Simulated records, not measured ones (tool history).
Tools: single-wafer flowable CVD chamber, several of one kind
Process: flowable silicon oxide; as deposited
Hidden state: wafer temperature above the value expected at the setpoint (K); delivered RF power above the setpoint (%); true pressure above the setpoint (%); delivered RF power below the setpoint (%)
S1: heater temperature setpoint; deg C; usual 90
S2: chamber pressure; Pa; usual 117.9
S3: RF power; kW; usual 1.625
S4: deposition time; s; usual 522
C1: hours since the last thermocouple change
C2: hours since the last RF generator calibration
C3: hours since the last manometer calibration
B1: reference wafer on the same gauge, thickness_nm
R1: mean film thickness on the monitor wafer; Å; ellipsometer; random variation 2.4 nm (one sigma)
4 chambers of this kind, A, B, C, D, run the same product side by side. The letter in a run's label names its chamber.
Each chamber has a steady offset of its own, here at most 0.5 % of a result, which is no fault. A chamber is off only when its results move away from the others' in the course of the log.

run   hour  S1     S2     S3   S4      C1      C2      C3      B1      R1
 1A    5.9  90  117.9  1.625  522   353.8  1224.9   897.3  403.38  4791.5
 2C   14.5  90  117.9  1.625  522  1152.6    61.7  1077.1  403.03  4764.1
 3B   23.6  90  117.9  1.625  522  1425.0   405.3    54.5  402.80  4798.0
 4D   32.6  90  117.9  1.625  522   475.9  1913.2   238.9  403.15  4794.0
 5A   43.8  90  117.9  1.625  522   391.7  1262.8   935.2  403.22  4800.1
 6C   51.7  90  117.9  1.625  522  1189.8    98.9  1114.3  403.34  4774.5
 7D   59.0  90  117.9  1.625  522   502.3  1939.6   265.3  403.18  4813.1
 8B   68.2  90  117.9  1.625  522  1469.6   449.9    99.1  403.42  4787.2
 9A   77.3  90  117.9  1.625  522   425.2  1296.3   968.7  402.90  4788.3
10C   86.1  90  117.9  1.625  522  1224.2   133.3  1148.7  402.94  4883.8
11B   95.4  82  117.9  1.625  522  1496.8   477.1   126.3  403.25  6084.3
12D  104.2  82  117.9  1.625  522   547.5  1984.8   310.5  402.87  6106.6
13D  114.4  82  117.9  1.625  522   557.7  1995.0   320.7  403.13  6027.9
14C  121.2  82  117.9  1.625  522  1259.3   168.4  1183.8  403.46  6231.4
15A  130.6  90  117.9  1.625  522   478.5  1349.6  1022.0  403.02  4854.8
16B  139.6  90  117.9  1.335  522  1541.0   521.3   170.5  403.54  4463.6
17C  145.0  90  117.9  1.335  522  1283.1   192.2  1207.6  403.40  4603.2
18B  155.6  90  117.9  1.335  522  1557.0   537.3   186.5  402.50  4496.5
19D  163.0  90  117.9  1.335  522   606.3  2043.6   369.3  403.23  4472.0
20A  170.1  90  117.9  1.625  522   518.0  1389.1  1061.5  402.85  4789.5
     173.5  -- chamber A: RF generator calibrated
21A  182.0  90  117.9  1.625  522   529.9     8.6  1073.4  403.01  4757.3
22B  191.3  90  117.9  1.625  522  1592.7   573.0   222.2  402.88  4771.6
23C  197.9  90  117.9  1.625  522  1336.0   245.1  1260.5  402.89  5015.5
24D  209.7  90  117.9  1.625  522   653.0  2090.3   416.0  403.28  4789.9
25C  215.6  90  117.9  1.625  522  1353.7   262.8  1278.2  402.88  5103.7
26D  222.7  90  117.9  1.625  522   666.0  2103.3   429.0  403.34  4769.3
27B  232.5  90  117.9  1.890  522  1633.9   614.2   263.4  402.51  4981.1

All 4 chambers run these settings next. Forecast each chamber's results:
28A  241.4  90  117.9  1.625  522                   ?
28B  241.4  90  117.9  1.625  522                   ?
28C  241.4  90  117.9  1.625  522                   ?
28D  241.4  90  117.9  1.625  522                   ?

run      R1
28A  4825.6
28B  4824.7
28C  5168.7
28D  4756.1
